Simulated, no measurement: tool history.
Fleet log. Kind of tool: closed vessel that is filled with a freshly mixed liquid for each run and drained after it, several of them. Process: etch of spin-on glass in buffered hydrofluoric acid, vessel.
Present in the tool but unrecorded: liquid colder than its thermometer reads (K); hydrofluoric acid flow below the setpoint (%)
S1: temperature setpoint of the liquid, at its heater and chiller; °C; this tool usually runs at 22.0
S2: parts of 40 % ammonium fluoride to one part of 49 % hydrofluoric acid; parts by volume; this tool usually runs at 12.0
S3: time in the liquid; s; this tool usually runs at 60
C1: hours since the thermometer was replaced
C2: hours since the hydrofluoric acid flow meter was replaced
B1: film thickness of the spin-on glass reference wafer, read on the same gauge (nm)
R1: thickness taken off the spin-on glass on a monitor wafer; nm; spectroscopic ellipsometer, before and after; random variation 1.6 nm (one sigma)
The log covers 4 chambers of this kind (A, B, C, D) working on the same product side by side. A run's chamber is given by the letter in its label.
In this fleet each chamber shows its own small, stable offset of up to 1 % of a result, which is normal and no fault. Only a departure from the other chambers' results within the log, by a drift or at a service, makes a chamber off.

| run | hour | S1 | S2 | S3 | C1 | C2 | B1 | R1 |
|---|---|---|---|---|---|---|---|---|
| 1C | 4.4 | 22.0 | 12.0 | 60 | 965.7 | 144.6 | 140.01 | 229.24 |
| 2D | 9.5 | 22.0 | 12.0 | 60 | 693.1 | 205.6 | 139.98 | 226.91 |
| 3A | 14.8 | 22.0 | 12.0 | 60 | 1216.7 | 136.9 | 140.00 | 228.97 |
| 4B | 20.4 | 22.0 | 12.0 | 60 | 406.8 | 1955.5 | 140.01 | 224.76 |
| 5C | 26.5 | 22.0 | 12.0 | 60 | 987.8 | 166.7 | 139.98 | 228.68 |
| 6A | 32.6 | 22.0 | 12.0 | 60 | 1234.5 | 154.7 | 139.99 | 226.24 |
| 7D | 39.9 | 22.0 | 12.0 | 60 | 723.5 | 236.0 | 140.05 | 230.24 |
| 8B | 47.0 | 25.5 | 9.0 | 60 | 433.4 | 1982.1 | 139.97 | 345.39 |
| 9D | 53.0 | 25.5 | 9.0 | 60 | 736.6 | 249.1 | 139.98 | 346.19 |
| 10A | 60.4 | 25.5 | 9.0 | 60 | 1262.3 | 182.5 | 140.00 | 345.82 |
| 11C | 67.5 | 25.5 | 9.0 | 60 | 1028.8 | 207.7 | 140.01 | 355.86 |
| 12B | 71.9 | 22.0 | 12.0 | 60 | 458.3 | 2007.0 | 140.01 | 227.38 |
| 13C | 79.2 | 22.0 | 10.0 | 60 | 1040.5 | 219.4 | 140.00 | 272.35 |
| 14D | 83.3 | 22.0 | 10.0 | 60 | 766.9 | 279.4 | 139.99 | 272.23 |
| 15A | 88.2 | 22.0 | 10.0 | 60 | 1290.1 | 210.3 | 140.02 | 263.82 |
|  | 93.0 | chamber B: hydrofluoric acid flow meter replaced |
| 16B | 94.1 | 22.0 | 10.0 | 60 | 480.5 | 1.2 | 140.03 | 271.61 |
| 17D | 98.6 | 22.0 | 12.0 | 60 | 782.2 | 294.7 | 139.99 | 227.13 |
| 18B | 106.6 | 22.0 | 12.0 | 60 | 493.0 | 13.7 | 139.99 | 225.22 |
| 19A | 110.8 | 22.0 | 14.5 | 75 | 1312.7 | 232.9 | 140.02 | 222.57 |
| 20C | 117.3 | 22.0 | 14.5 | 75 | 1078.6 | 257.5 | 139.99 | 235.74 |
| 21D | 122.4 | 22.0 | 14.5 | 75 | 806.0 | 318.5 | 139.98 | 238.13 |
| 22C | 127.9 | 22.0 | 14.5 | 75 | 1089.2 | 268.1 | 139.99 | 237.43 |
| 23A | 131.8 | 22.0 | 12.0 | 60 | 1333.7 | 253.9 | 140.01 | 213.07 |
| 24B | 136.3 | 22.0 | 12.0 | 60 | 522.7 | 43.4 | 139.97 | 227.68 |
| 25A | 140.3 | 22.0 | 12.0 | 60 | 1342.2 | 262.4 | 139.99 | 212.21 |
| 26D | 144.9 | 22.0 | 12.0 | 60 | 828.5 | 341.0 | 139.97 | 228.19 |
| 27B | 149.2 | 22.0 | 12.0 | 60 | 535.6 | 56.3 | 140.00 | 226.38 |
| 28C | 155.0 | 22.0 | 12.0 | 60 | 1116.3 | 295.2 | 140.04 | 227.46 |
| 29C | 158.5 | 22.0 | 13.5 | 60 | 1119.8 | 298.7 | 140.01 | 199.83 |

All 4 chambers run these settings next. Forecast each chamber's results:
| 30A | 164.3 | 18.5 | 12.0 | 60 |  |  |  | ? |
| 30B | 164.3 | 18.5 | 12.0 | 60 |  |  |  | ? |
| 30C | 164.3 | 18.5 | 12.0 | 60 |  |  |  | ? |
| 30D | 164.3 | 18.5 | 12.0 | 60 |  |  |  | ? |

| run | R1 |
|---|---|
| 30A | 173.28 |
| 30B | 184.52 |
| 30C | 186.24 |
| 30D | 187.16 |
